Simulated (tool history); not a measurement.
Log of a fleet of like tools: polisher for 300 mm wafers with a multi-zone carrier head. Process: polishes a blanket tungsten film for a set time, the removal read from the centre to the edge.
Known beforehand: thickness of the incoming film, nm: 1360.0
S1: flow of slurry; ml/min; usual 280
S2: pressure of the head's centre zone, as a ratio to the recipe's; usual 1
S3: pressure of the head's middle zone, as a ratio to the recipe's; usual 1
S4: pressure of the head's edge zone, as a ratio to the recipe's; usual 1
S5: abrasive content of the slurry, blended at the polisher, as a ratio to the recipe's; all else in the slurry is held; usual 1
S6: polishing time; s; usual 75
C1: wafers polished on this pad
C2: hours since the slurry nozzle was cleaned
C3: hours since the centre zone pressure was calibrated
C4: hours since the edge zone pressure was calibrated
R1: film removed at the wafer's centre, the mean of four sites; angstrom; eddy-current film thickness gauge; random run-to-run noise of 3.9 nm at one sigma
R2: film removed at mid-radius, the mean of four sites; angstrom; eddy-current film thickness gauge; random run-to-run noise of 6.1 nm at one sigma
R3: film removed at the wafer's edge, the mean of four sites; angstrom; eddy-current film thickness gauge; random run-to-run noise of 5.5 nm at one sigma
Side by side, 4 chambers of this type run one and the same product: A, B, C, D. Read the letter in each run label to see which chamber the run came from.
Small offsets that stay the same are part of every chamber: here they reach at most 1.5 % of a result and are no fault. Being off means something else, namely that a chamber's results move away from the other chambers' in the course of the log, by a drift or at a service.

Run 1C, hour 3.7: usual settings; C1 264; C2 251.6; C3 406.3; C4 456.1. Result: R1 4108.7 angstrom, R2 4014.3 angstrom, R3 4095.3 angstrom.
Run 2B, hour 7.2: usual settings; C1 469; C2 295.9; C3 66.2; C4 428.4. Result: R1 4044.7 angstrom, R2 4076.7 angstrom, R3 4142.9 angstrom.
Run 3D, hour 10.4: usual settings; C1 688; C2 167.6; C3 645.2; C4 668.9. Result: R1 4038.7 angstrom, R2 4227 angstrom, R3 4068.3 angstrom.
Run 4A, hour 12.9: usual settings; C1 570; C2 156.3; C3 140.1; C4 348.1. Result: R1 4170.9 angstrom, R2 4154.5 angstrom, R3 4137.3 angstrom.
Run 5A, hour 15.6: usual settings; C1 585; C2 159; C3 142.8; C4 350.8. Result: R1 4040.7 angstrom, R2 4137.5 angstrom, R3 4050 angstrom.
Run 6C, hour 17.9: usual settings but S3 1.07, S5 1.1; C1 345; C2 265.8; C3 420.5; C4 470.3. Result: R1 4194.3 angstrom, R2 4449.2 angstrom, R3 4150.2 angstrom.
Run 7B, hour 21.3: usual settings but S3 1.07, S5 1.1; C1 549; C2 310; C3 80.3; C4 442.5. Result: R1 4249.3 angstrom, R2 4373.8 angstrom, R3 4140 angstrom.
Run 8D, hour 23.9: usual settings but S3 1.07, S5 1.1; C1 765; C2 181.1; C3 658.7; C4 682.4. Result: R1 4231 angstrom, R2 4414.8 angstrom, R3 4242.8 angstrom.
Run 9A, hour 26.1: usual settings but S3 1.07, S5 1.1; C1 645; C2 169.5; C3 153.3; C4 361.3. Result: R1 4231.4 angstrom, R2 4317.1 angstrom, R3 4221.6 angstrom.
Run 10B, hour 29.7: usual settings; C1 596; C2 318.4; C3 88.7; C4 450.9. Result: R1 4040.3 angstrom, R2 4010.1 angstrom, R3 4077.8 angstrom.
Run 11C, hour 33.8: usual settings; C1 435; C2 281.7; C3 436.4; C4 486.2. Result: R1 4089.8 angstrom, R2 3937.5 angstrom, R3 4132.2 angstrom.
Run 12D, hour 38.9: usual settings; C1 850; C2 196.1; C3 673.7; C4 697.4. Result: R1 4137.2 angstrom, R2 4100.2 angstrom, R3 4123.8 angstrom.
Run 13D, hour 41.8: usual settings; C1 866; C2 199; C3 676.6; C4 700.3. Result: R1 4120.4 angstrom, R2 4077.8 angstrom, R3 4052.9 angstrom.
Run 14A, hour 46.8: usual settings; C1 762; C2 190.2; C3 174; C4 382. Result: R1 4161.1 angstrom, R2 4056.3 angstrom, R3 4090.4 angstrom.
Run 15C, hour 49.6: usual settings; C1 525; C2 297.5; C3 452.2; C4 502. Result: R1 4142.8 angstrom, R2 4129.6 angstrom, R3 4144.9 angstrom.
At hour 51.4: chamber D: worn pad replaced by a new one.
Run 16B, hour 54.1: usual settings but S2 1.06; C1 735; C2 342.8; C3 113.1; C4 475.3. Result: R1 4275.6 angstrom, R2 3968.9 angstrom, R3 4084.8 angstrom.
Run 17C, hour 56.3: usual settings but S2 1.06; C1 563; C2 304.2; C3 458.9; C4 508.7. Result: R1 4388.4 angstrom, R2 4080.1 angstrom, R3 4125.4 angstrom.
Run 18A, hour 59: usual settings but S2 1.06; C1 832; C2 202.4; C3 186.2; C4 394.2. Result: R1 4432.5 angstrom, R2 4128.1 angstrom, R3 4122.7 angstrom.
At hour 61: chamber B: slurry nozzle cleaned.
Run 19B, hour 62.5: usual settings but S2 1.06; C1 783; C2 1.5; C3 121.5; C4 483.7. Result: R1 4253 angstrom, R2 3931.1 angstrom, R3 3954.8 angstrom.
Run 20D, hour 67.2: usual settings; C1 89; C2 224.4; C3 702; C4 725.7. Result: R1 4135.9 angstrom, R2 4145.1 angstrom, R3 4062.2 angstrom.
Run 21D, hour 70.9: usual settings; C1 110; C2 228.1; C3 705.7; C4 729.4. Result: R1 4073.7 angstrom, R2 4106.4 angstrom, R3 4206 angstrom.
Run 22B, hour 73.6: usual settings; C1 846; C2 12.6; C3 132.6; C4 494.8. Result: R1 3877.9 angstrom, R2 3841 angstrom, R3 3962 angstrom.
Run 23C, hour 77.4: usual settings; C1 683; C2 325.3; C3 480; C4 529.8. Result: R1 4063.9 angstrom, R2 3963.9 angstrom, R3 4137.2 angstrom.
At hour 77.7: chamber C: edge zone pressure recalibrated.
Run 24A, hour 82.5: usual settings but S3 1.09, S5 1.25; C1 965; C2 225.9; C3 209.7; C4 417.7. Result: R1 4355.9 angstrom, R2 4645.4 angstrom, R3 4320.2 angstrom.
Run 25B, hour 87.7: usual settings but S3 1.09, S5 1.25; C1 926; C2 26.7; C3 146.7; C4 508.9. Result: R1 4042.9 angstrom, R2 4385.1 angstrom, R3 4160.4 angstrom.
Run 26A, hour 90: usual settings but S3 1.09, S5 1.25; C1 1008; C2 233.4; C3 217.2; C4 425.2. Result: R1 4370.2 angstrom, R2 4661.9 angstrom, R3 4224.7 angstrom.
Run 27D, hour 93.5: usual settings but S3 1.09, S5 1.25; C1 239; C2 250.7; C3 728.3; C4 752. Result: R1 4268.9 angstrom, R2 4703.7 angstrom, R3 4275.9 angstrom.
At hour 95.9: chamber D: slurry nozzle cleaned.
Run 28C, hour 96.3: usual settings; C1 790; C2 344.2; C3 498.9; C4 18.7. Result: R1 4031 angstrom, R2 4107.4 angstrom, R3 3994.9 angstrom.
Run 29B, hour 100.9: usual settings; C1 1001; C2 39.9; C3 159.9; C4 522.1. Result: R1 3787.5 angstrom, R2 3899.3 angstrom, R3 3821.6 angstrom.
Run 30A, hour 105.4: usual settings; C1 1095; C2 248.8; C3 232.6; C4 440.6. Result: R1 4149.1 angstrom, R2 4103.6 angstrom, R3 4094.3 angstrom.
At hour 107.6: chamber A: worn pad replaced by a new one.
Run 31D, hour 109.6: usual settings; C1 330; C2 13.7; C3 744.4; C4 768.1. Result: R1 4083.8 angstrom, R2 4064.7 angstrom, R3 4117.1 angstrom.
Run 32C, hour 113.1: usual settings but S3 1.04, S6 66 s; C1 886; C2 361; C3 515.7; C4 35.5. Result: R1 3623.5 angstrom, R2 3698.9 angstrom, R3 3645 angstrom.
Run 33C, hour 117.7: usual settings but S3 1.04, S6 66 s; C1 912; C2 365.6; C3 520.3; C4 40.1. Result: R1 3600 angstrom, R2 3693.6 angstrom, R3 3580.7 angstrom.
Run 34A, hour 122.4: usual settings but S3 1.04, S6 66 s; C1 84; C2 265.8; C3 249.6; C4 457.6. Result: R1 3645.9 angstrom, R2 3702.6 angstrom, R3 3539.6 angstrom.
Run 35D, hour 126.5: usual settings but S3 1.04, S6 66 s; C1 426; C2 30.6; C3 761.3; C4 785. Result: R1 3645.3 angstrom, R2 3673.5 angstrom, R3 3628 angstrom.
Run 36B, hour 129.9: usual settings; C1 1165; C2 68.9; C3 188.9; C4 551.1. Result: R1 3784.2 angstrom, R2 3742.6 angstrom, R3 3840.8 angstrom.
Run 37B, hour 134.4: usual settings; C1 1191; C2 73.4; C3 193.4; C4 555.6. Result: R1 3713.4 angstrom, R2 3746.4 angstrom, R3 3806.5 angstrom.
Run 38A, hour 137.6: usual settings; C1 170; C2 281; C3 264.8; C4 472.8. Result: R1 4121.5 angstrom, R2 4098.5 angstrom, R3 4079.1 angstrom.
At hour 139.8: chamber C: slurry nozzle cleaned.
Run 39D, hour 140.8: usual settings but S1 325 ml/min, S3 1.09; C1 507; C2 44.9; C3 775.6; C4 799.3. Result: R1 4130.2 angstrom, R2 4548.7 angstrom, R3 4219.1 angstrom.
Run 40C, hour 144.4: usual settings but S1 325 ml/min, S3 1.09; C1 1063; C2 4.6; C3 547; C4 66.8. Result: R1 4232.5 angstrom, R2 4433.7 angstrom, R3 4084.6 angstrom.

For the next run the whole fleet of 4 chambers uses the same settings. Give each chamber's results:
Run 41A, hour 148.1: usual settings. Result: R1 ?, R2 ?, R3 ?.
Run 41B, hour 148.1: usual settings. Result: R1 ?, R2 ?, R3 ?.
Run 41C, hour 148.1: usual settings. Result: R1 ?, R2 ?, R3 ?.
Run 41D, hour 148.1: usual settings. Result: R1 ?, R2 ?, R3 ?.

run      R1      R2      R3
41A  4063.9  4223.8  4083.1
41B  3789.2  3670.4  3804.2
41C  4076.8  4083.5  4050.9
41D  4059.2  4177.8  4117.8
